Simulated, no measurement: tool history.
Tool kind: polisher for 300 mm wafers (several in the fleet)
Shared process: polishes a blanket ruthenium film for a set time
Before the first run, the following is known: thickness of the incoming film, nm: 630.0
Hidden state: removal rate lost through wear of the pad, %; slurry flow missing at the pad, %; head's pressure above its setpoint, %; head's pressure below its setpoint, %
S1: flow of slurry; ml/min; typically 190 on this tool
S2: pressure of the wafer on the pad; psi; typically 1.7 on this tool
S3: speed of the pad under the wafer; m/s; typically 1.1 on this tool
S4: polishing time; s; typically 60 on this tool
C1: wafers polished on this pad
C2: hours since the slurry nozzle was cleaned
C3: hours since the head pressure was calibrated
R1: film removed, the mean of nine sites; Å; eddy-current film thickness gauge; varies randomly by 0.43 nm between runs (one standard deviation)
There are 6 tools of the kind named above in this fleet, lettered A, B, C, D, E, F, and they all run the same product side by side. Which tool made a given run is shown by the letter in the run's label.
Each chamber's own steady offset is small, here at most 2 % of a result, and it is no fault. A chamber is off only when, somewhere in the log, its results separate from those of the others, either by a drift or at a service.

{"hour": 4.2, "done": "chamber A: worn pad replaced by a new one"}
{"run": "1A", "hour": 9.3, "S1": 190, "S2": 1.7, "S3": 1.1, "S4": 60, "C1": 58, "C2": 588.1, "C3": 177.4, "R1": 549.1}
{"run": "2C", "hour": 20.8, "S1": 190, "S2": 1.7, "S3": 1.1, "S4": 60, "C1": 452, "C2": 284.1, "C3": 440.1, "R1": 549.82}
{"run": "3E", "hour": 30.6, "S1": 190, "S2": 1.7, "S3": 1.1, "S4": 60, "C1": 427, "C2": 199.5, "C3": 529.8, "R1": 542.35}
{"run": "4B", "hour": 41.6, "S1": 190, "S2": 1.7, "S3": 1.1, "S4": 60, "C1": 912, "C2": 70.9, "C3": 1059.2, "R1": 551.13}
{"hour": 43.1, "done": "chamber F: worn pad replaced by a new one"}
{"run": "5D", "hour": 47.1, "S1": 190, "S2": 1.7, "S3": 1.1, "S4": 60, "C1": 1183, "C2": 59.9, "C3": 104.2, "R1": 557.91}
{"hour": 52.9, "done": "chamber C: worn pad replaced by a new one"}
{"hour": 57.6, "done": "chamber D: worn pad replaced by a new one"}
{"run": "6F", "hour": 57.9, "S1": 190, "S2": 1.7, "S3": 1.1, "S4": 60, "C1": 171, "C2": 202.1, "C3": 102.8, "R1": 536.43}
{"run": "7D", "hour": 65.9, "S1": 190, "S2": 1.7, "S3": 1.1, "S4": 60, "C1": 96, "C2": 78.7, "C3": 123, "R1": 561.93}
{"hour": 67.5, "done": "chamber B: worn pad replaced by a new one"}
{"run": "8E", "hour": 75.0, "S1": 190, "S2": 1.7, "S3": 1.1, "S4": 60, "C1": 940, "C2": 243.9, "C3": 574.2, "R1": 549.96}
{"run": "9B", "hour": 87.2, "S1": 190, "S2": 1.7, "S3": 1.1, "S4": 60, "C1": 228, "C2": 116.5, "C3": 1104.8, "R1": 542.36}
{"run": "10F", "hour": 98.1, "S1": 190, "S2": 1.7, "S3": 1.1, "S4": 60, "C1": 635, "C2": 242.3, "C3": 143, "R1": 542.43}
{"hour": 102.0, "done": "chamber E: worn pad replaced by a new one"}
{"run": "11A", "hour": 107.7, "S1": 190, "S2": 1.7, "S3": 1.1, "S4": 60, "C1": 1194, "C2": 686.5, "C3": 275.8, "R1": 546.4}
{"run": "12C", "hour": 117.9, "S1": 190, "S2": 1.7, "S3": 1.1, "S4": 60, "C1": 751, "C2": 381.2, "C3": 537.2, "R1": 540.82}
{"hour": 119.6, "done": "chamber C: worn pad replaced by a new one"}
{"run": "13C", "hour": 128.0, "S1": 190, "S2": 1.7, "S3": 1.1, "S4": 60, "C1": 97, "C2": 391.3, "C3": 547.3, "R1": 544.75}
{"hour": 134.2, "done": "chamber C: slurry nozzle cleaned"}
{"run": "14A", "hour": 135.9, "S1": 190, "S2": 1.7, "S3": 1.1, "S4": 60, "C1": 1520, "C2": 714.7, "C3": 304, "R1": 553.69}
{"hour": 140.0, "done": "chamber A: worn pad replaced by a new one"}
{"hour": 144.6, "done": "chamber F: worn pad replaced by a new one"}
{"run": "15D", "hour": 147.0, "S1": 160, "S2": 1.7, "S3": 1.1, "S4": 60, "C1": 1032, "C2": 159.8, "C3": 204.1, "R1": 549.99}
{"run": "16B", "hour": 155.1, "S1": 160, "S2": 1.7, "S3": 1.1, "S4": 60, "C1": 1011, "C2": 184.4, "C3": 1172.7, "R1": 533.31}
{"hour": 164.1, "done": "chamber D: worn pad replaced by a new one"}
{"run": "17F", "hour": 166.2, "S1": 160, "S2": 1.7, "S3": 1.1, "S4": 60, "C1": 249, "C2": 310.4, "C3": 211.1, "R1": 522.94}
{"run": "18E", "hour": 176.5, "S1": 160, "S2": 1.7, "S3": 1.1, "S4": 60, "C1": 860, "C2": 345.4, "C3": 675.7, "R1": 532.13}
{"hour": 177.4, "done": "chamber A: slurry nozzle cleaned"}
{"run": "19F", "hour": 182.9, "S1": 160, "S2": 1.7, "S3": 1.1, "S4": 60, "C1": 442, "C2": 327.1, "C3": 227.8, "R1": 527.95}
{"run": "20C", "hour": 191.1, "S1": 160, "S2": 1.7, "S3": 1.1, "S4": 60, "C1": 825, "C2": 56.9, "C3": 610.4, "R1": 530.61}
{"hour": 195.2, "done": "chamber C: worn pad replaced by a new one"}
{"hour": 195.7, "done": "chamber B: worn pad replaced by a new one"}
{"run": "21B", "hour": 201.3, "S1": 190, "S2": 1.7, "S3": 1.1, "S4": 60, "C1": 65, "C2": 230.6, "C3": 1218.9, "R1": 547.18}
{"hour": 207.3, "done": "chamber E: worn pad replaced by a new one"}
{"run": "22A", "hour": 212.5, "S1": 190, "S2": 1.7, "S3": 1.1, "S4": 60, "C1": 837, "C2": 35.2, "C3": 380.6, "R1": 549.13}
{"hour": 224.1, "done": "chamber F: slurry nozzle cleaned"}
{"run": "23D", "hour": 224.8, "S1": 190, "S2": 1.7, "S3": 1.1, "S4": 60, "C1": 701, "C2": 237.6, "C3": 281.9, "R1": 558.07}
{"run": "24E", "hour": 237.0, "S1": 190, "S2": 1.7, "S3": 1.1, "S4": 60, "C1": 342, "C2": 405.9, "C3": 736.2, "R1": 550.89}
{"run": "25C", "hour": 242.6, "S1": 190, "S2": 1.7, "S3": 1.1, "S4": 60, "C1": 548, "C2": 108.4, "C3": 661.9, "R1": 540.54}
{"run": "26D", "hour": 248.3, "S1": 190, "S2": 1.7, "S3": 1.1, "S4": 60, "C1": 972, "C2": 261.1, "C3": 305.4, "R1": 550.95}
{"hour": 251.3, "done": "chamber F: worn pad replaced by a new one"}
{"hour": 258.1, "done": "chamber C: head pressure recalibrated"}
{"run": "27B", "hour": 259.8, "S1": 190, "S2": 1.7, "S3": 1.1, "S4": 60, "C1": 740, "C2": 289.1, "C3": 1277.4, "R1": 558.47}
{"hour": 265.6, "done": "chamber A: worn pad replaced by a new one"}
{"hour": 269.1, "done": "chamber B: head pressure recalibrated"}
{"run": "28F", "hour": 269.5, "S1": 190, "S2": 1.7, "S3": 0.98, "S4": 45, "C1": 211, "C2": 45.5, "C3": 314.4, "R1": 364.2}
{"run": "29A", "hour": 277.0, "S1": 190, "S2": 1.7, "S3": 0.98, "S4": 45, "C1": 131, "C2": 99.7, "C3": 445.1, "R1": 364.63}
{"hour": 277.7, "done": "chamber D: worn pad replaced by a new one"}
{"hour": 277.7, "done": "chamber C: worn pad replaced by a new one"}
{"run": "30E", "hour": 285.2, "S1": 190, "S2": 1.7, "S3": 0.98, "S4": 45, "C1": 899, "C2": 454.1, "C3": 784.4, "R1": 364.02}
{"hour": 289.4, "done": "chamber D: head pressure recalibrated"}
{"run": "31D", "hour": 291.9, "S1": 190, "S2": 1.7, "S3": 0.98, "S4": 45, "C1": 164, "C2": 304.7, "C3": 2.6, "R1": 375.57}
{"run": "32A", "hour": 297.7, "S1": 190, "S2": 1.7, "S3": 0.98, "S4": 45, "C1": 370, "C2": 120.4, "C3": 465.8, "R1": 367.06}
{"run": "33F", "hour": 306.2, "S1": 190, "S2": 1.7, "S3": 0.98, "S4": 45, "C1": 634, "C2": 82.2, "C3": 351.1, "R1": 363.2}
{"run": "34C", "hour": 318.1, "S1": 190, "S2": 1.7, "S3": 1.1, "S4": 60, "C1": 467, "C2": 183.9, "C3": 60.1, "R1": 542.81}
{"hour": 321.1, "done": "chamber B: worn pad replaced by a new one"}
{"hour": 326.4, "done": "chamber E: worn pad replaced by a new one"}
{"run": "35B", "hour": 330.6, "S1": 190, "S2": 1.7, "S3": 1.1, "S4": 60, "C1": 110, "C2": 359.9, "C3": 61.5, "R1": 543.57}
{"run": "36E", "hour": 337.0, "S1": 190, "S2": 1.7, "S3": 1.1, "S4": 60, "C1": 122, "C2": 505.9, "C3": 836.2, "R1": 548.86}
{"run": "37E", "hour": 343.6, "S1": 190, "S2": 1.7, "S3": 1.1, "S4": 60, "C1": 198, "C2": 512.5, "C3": 842.8, "R1": 548.16}
{"run": "38A", "hour": 354.1, "S1": 190, "S2": 1.7, "S3": 1.1, "S4": 60, "C1": 1021, "C2": 176.8, "C3": 522.2, "R1": 556.44}
{"run": "39F", "hour": 365.3, "S1": 190, "S2": 1.7, "S3": 1.1, "S4": 60, "C1": 1317, "C2": 141.3, "C3": 410.2, "R1": 546.92}

Predict what each chamber gives when all 6 of them run the settings below next.
{"run": "40A", "hour": 374.3, "S1": 140, "S2": 1.7, "S3": 1.1, "S4": 60, "R1": "?"}
{"run": "40B", "hour": 374.3, "S1": 140, "S2": 1.7, "S3": 1.1, "S4": 60, "R1": "?"}
{"run": "40C", "hour": 374.3, "S1": 140, "S2": 1.7, "S3": 1.1, "S4": 60, "R1": "?"}
{"run": "40D", "hour": 374.3, "S1": 140, "S2": 1.7, "S3": 1.1, "S4": 60, "R1": "?"}
{"run": "40E", "hour": 374.3, "S1": 140, "S2": 1.7, "S3": 1.1, "S4": 60, "R1": "?"}
{"run": "40F", "hour": 374.3, "S1": 140, "S2": 1.7, "S3": 1.1, "S4": 60, "R1": "?"}

run=40A R1=517.5
run=40B R1=520.4
run=40C R1=522.65
run=40D R1=525.47
run=40E R1=524.49
run=40F R1=513
